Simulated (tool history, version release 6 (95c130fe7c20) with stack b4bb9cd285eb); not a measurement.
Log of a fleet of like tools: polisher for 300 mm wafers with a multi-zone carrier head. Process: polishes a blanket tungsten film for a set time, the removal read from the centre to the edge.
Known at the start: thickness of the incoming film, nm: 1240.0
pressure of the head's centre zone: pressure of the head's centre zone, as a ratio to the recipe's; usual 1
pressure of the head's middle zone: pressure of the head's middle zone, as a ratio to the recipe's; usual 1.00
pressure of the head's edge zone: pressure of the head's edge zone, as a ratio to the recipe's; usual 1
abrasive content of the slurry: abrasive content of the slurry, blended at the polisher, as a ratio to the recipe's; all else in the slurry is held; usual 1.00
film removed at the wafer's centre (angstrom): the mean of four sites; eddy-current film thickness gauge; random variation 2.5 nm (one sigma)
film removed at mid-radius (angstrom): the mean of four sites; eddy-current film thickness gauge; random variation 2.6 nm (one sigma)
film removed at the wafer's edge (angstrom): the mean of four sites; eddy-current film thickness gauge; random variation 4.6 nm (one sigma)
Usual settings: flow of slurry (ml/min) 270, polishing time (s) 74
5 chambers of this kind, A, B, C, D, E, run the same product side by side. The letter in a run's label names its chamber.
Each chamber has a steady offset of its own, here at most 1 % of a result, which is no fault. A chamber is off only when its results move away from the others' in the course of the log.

run	day	flow of slurry (ml/min)	pressure of the head's centre zone	pressure of the head's middle zone	pressure of the head's edge zone	abrasive content of the slurry	polishing time (s)	film removed at the wafer's centre (angstrom)	film removed at mid-radius (angstrom)	film removed at the wafer's edge (angstrom)
1C	0.150	270	1	1.00	1	1.00	74	3301.8	3231.9	3204.6
2A	0.283	270	1	1.00	1	1.00	74	3180.4	3221.3	3246.3
3D	0.404	270	1	1.00	1	1.00	74	3229.8	3248.7	3243.0
# day 0.425: chamber C: worn pad replaced by a new one
4E	0.642	270	1	1.00	1	1.00	74	3232.1	3293.8	3276.4
5B	0.842	270	1	1.00	1	1.00	74	3212.7	3249.7	3218.3
6D	1.050	210	1	1.00	1	1.00	61	2532.5	2612.6	2584.6
7C	1.279	210	1	1.00	1	1.00	61	2581.3	2567.6	2609.2
# day 1.400: chamber C: centre zone pressure recalibrated
8E	1.483	210	1	1.00	1	1.00	61	2577.5	2603.6	2672.1
9B	1.679	210	1	1.00	1	1.00	61	2575.5	2594.9	2636.8
# day 1.758: chamber D: worn pad replaced by a new one
10A	1.817	210	1	1.00	1	1.00	61	2596.0	2629.3	2662.1
11B	1.954	270	1	1.00	1	1.00	74	3255.7	3261.1	3212.9
12D	2.133	355	1	1.00	1	1.20	74	3395.8	3542.4	3368.0
13C	2.338	355	1	1.00	1	1.20	74	3460.9	3453.2	3473.8
14E	2.488	355	1	1.00	1	1.20	74	3433.8	3457.7	3431.2
15A	2.712	355	1	1.00	1	1.20	74	3477.5	3485.5	3441.5
# day 2.879: chamber A: worn pad replaced by a new one
16C	2.904	355	1	1.00	1	1.20	74	3422.0	3486.7	3447.5
17A	3.029	305	1	1.00	1	0.85	74	3155.5	3192.5	3221.4
18B	3.154	305	1	1.00	1	0.85	74	3171.1	3172.0	3127.2
19E	3.279	305	1	1.00	1	0.85	74	3117.5	3153.0	3113.0
# day 3.304: chamber C: slurry nozzle cleaned
20D	3.450	305	1	1.00	1	0.85	74	3105.1	3212.5	3152.3
21A	3.650	305	1	1.00	1	0.85	74	3166.9	3106.7	3146.1
22C	3.788	270	1	1.00	1	1.00	74	3277.3	3199.8	3192.3
23E	4.021	270	1	1.00	1	1.00	74	3153.4	3190.5	3180.9
24B	4.133	270	1	1.00	1	1.00	74	3306.9	3291.5	3206.7
# day 4.167: chamber B: worn pad replaced by a new one
25D	4.312	270	1	1.00	1	1.00	74	3189.2	3254.0	3225.9
# day 4.483: chamber E: centre zone pressure recalibrated
26C	4.508	270	1	1.00	1	1.00	74	3227.0	3282.7	3260.0
# day 4.667: chamber D: worn pad replaced by a new one
27B	4.700	270	1	1.00	1	1.00	74	3283.8	3219.9	3234.4
# day 4.817: chamber C: worn pad replaced by a new one
28D	4.888	270	1	1.00	1	1.00	74	3204.3	3253.6	3291.9
29E	5.104	270	1	1.00	1	1.00	74	3112.8	3118.4	3113.1
30A	5.342	270	1	1.00	1	1.00	74	3210.1	3275.0	3254.2
31A	5.521	270	1	1.00	1	1.00	74	3204.4	3211.2	3247.7
32E	5.700	270	1	1.00	1	1.00	74	3118.3	3068.5	3119.0
# day 5.804: chamber A: worn pad replaced by a new one
33B	5.875	270	1	1.11	1	1.20	74	3366.4	3761.8	3499.1
34C	6.025	270	1	1.11	1	1.20	74	3350.2	3745.9	3362.9
# day 6.196: chamber E: worn pad replaced by a new one
35D	6.225	270	1	1.11	1	1.20	74	3339.5	3750.5	3387.5
36D	6.454	270	1	1.11	1	1.20	74	3359.4	3746.5	3303.1
37A	6.625	270	1	1.11	1	1.20	74	3367.1	3700.8	3334.7
38C	6.825	270	1	1.00	1	1.00	74	3232.2	3215.3	3228.1
39E	7.012	270	1	1.00	1	1.00	74	3012.4	3048.9	3186.1

Next, every chamber runs the same settings. What will each give?
40A	7.188	270	1	1.00	1	1.00	74	?	?	?
40B	7.188	270	1	1.00	1	1.00	74	?	?	?
40C	7.188	270	1	1.00	1	1.00	74	?	?	?
40D	7.188	270	1	1.00	1	1.00	74	?	?	?
40E	7.188	270	1	1.00	1	1.00	74	?	?	?

run	film removed at the wafer's centre (angstrom)	film removed at mid-radius (angstrom)	film removed at the wafer's edge (angstrom)
40A	3215.5	3244.9	3233.5
40B	3236.1	3227.1	3323.4
40C	3258.4	3244.9	3222.2
40D	3205.8	3284.0	3260.1
40E	3055.1	3050.5	3113.1

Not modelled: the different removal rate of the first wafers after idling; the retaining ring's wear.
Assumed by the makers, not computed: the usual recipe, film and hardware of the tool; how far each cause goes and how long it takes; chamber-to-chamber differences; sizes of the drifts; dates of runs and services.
